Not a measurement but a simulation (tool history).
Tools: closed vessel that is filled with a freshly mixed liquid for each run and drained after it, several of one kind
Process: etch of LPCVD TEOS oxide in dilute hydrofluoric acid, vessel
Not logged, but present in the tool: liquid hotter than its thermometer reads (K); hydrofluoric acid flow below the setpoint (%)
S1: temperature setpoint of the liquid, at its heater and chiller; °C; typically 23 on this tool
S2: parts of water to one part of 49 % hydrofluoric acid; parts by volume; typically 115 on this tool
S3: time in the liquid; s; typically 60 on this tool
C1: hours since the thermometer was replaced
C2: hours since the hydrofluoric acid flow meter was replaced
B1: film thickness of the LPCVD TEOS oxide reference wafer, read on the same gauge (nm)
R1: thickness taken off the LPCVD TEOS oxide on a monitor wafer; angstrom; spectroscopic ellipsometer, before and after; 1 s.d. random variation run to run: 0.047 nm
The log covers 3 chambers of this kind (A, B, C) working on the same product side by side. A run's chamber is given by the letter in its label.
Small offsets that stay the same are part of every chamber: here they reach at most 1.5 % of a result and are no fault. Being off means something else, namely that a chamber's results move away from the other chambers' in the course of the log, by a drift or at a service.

run   hour    S1   S2  S3      C1      C2      B1      R1
 1A    8.5    23  115  60   468.1   283.6  140.01  89.082
 2C   19.3    23  115  60   126.9  1444.7  139.99  89.755
 3B     26    23  115  60  2553.8   947.5  139.96  89.077
 4B   33.8    23  115  60  2561.6   955.3  140.01  88.497
 5C     44    23  115  60   151.6  1469.4  139.98  89.651
 6A   50.7    23  115  60   510.3   325.8  139.97  87.751
 7C   56.6    23  115  60   164.2    1482  140.03  89.766
 8A   65.3    23  115  60   524.9   340.4  140.02  87.923
 9B   75.5    23  115  60  2603.3     997     140  88.894
10C   84.1    23  115  60   191.7  1509.5  140.01  89.562
11A   89.1    27  115  60   548.7   364.2     140  101.62
12B   99.1    27  115  60  2626.9  1020.6  139.99  103.23
13C  108.3    27  115  60   215.9  1533.7  140.02  103.93
14B  115.9    23  115  60  2643.7  1037.4  140.02  88.442
15A  120.8    23  115  60   580.4   395.9  139.97  87.166
     128.1  -- chamber C: hydrofluoric acid flow meter replaced
16C  131.2    23  115  60   238.8     3.1     140  89.111
17B  140.8  21.5   55  60  2668.6  1062.3  139.99  185.72
18A  150.1  21.5   55  60   609.7   425.2     140  184.64
19C    159  21.5   55  60   266.6    30.9     140  191.03
20A  166.7    23  115  60   626.3   441.8  139.96   86.51
21B    176    23  115  60  2703.8  1097.5  139.99  88.488
22C  183.3    23  115  60   290.9    55.2     140  88.589
23A  189.5    23  115  60   649.1   464.6  140.08  85.953
24B  195.3    23   65  60  2723.1  1116.8  140.05   164.1
25B  200.5    23   65  60  2728.3    1122  140.04  164.46
26A    210    23   65  60   669.6   485.1  139.95  162.44
27C    215    23  115  60   322.6    86.9  140.03  88.241
28C  224.1    23  115  60   331.7      96  139.99  89.617

Does one chamber stand apart from the rest, does the shared gauge drift, or is all well apart from small per-chamber offsets? Give the chamber and the most likely cause, where there is one.

Little by little, chamber A moves away from the other chambers.
What lies behind it: hydrofluoric acid flow below the setpoint (%) = 2.68.
The log may not separate it from: liquid colder than its thermometer reads (K).

Here are 4 candidates for chamber A's next run, each the usual settings with a change, their results left as question marks. Which one brings its results back in line with what the others give on the usual settings?
In-line tolerance around the mean of the other chambers on the usual settings: R1 1.6 angstrom
29A-1  231.9  24  115  60               ?
29A-2  231.9  21  115  60               ?
29A-3  231.9  23  115  65               ?
29A-4  231.9  23  120  60               ?

The mean the other chambers reach with the usual settings: R1 89.136 angstrom
  run      R1
29A-1  88.585
29A-2  78.811
29A-3  92.345
29A-4  81.148
29A-1 is the one that brings the chamber's results back in line with the other chambers.

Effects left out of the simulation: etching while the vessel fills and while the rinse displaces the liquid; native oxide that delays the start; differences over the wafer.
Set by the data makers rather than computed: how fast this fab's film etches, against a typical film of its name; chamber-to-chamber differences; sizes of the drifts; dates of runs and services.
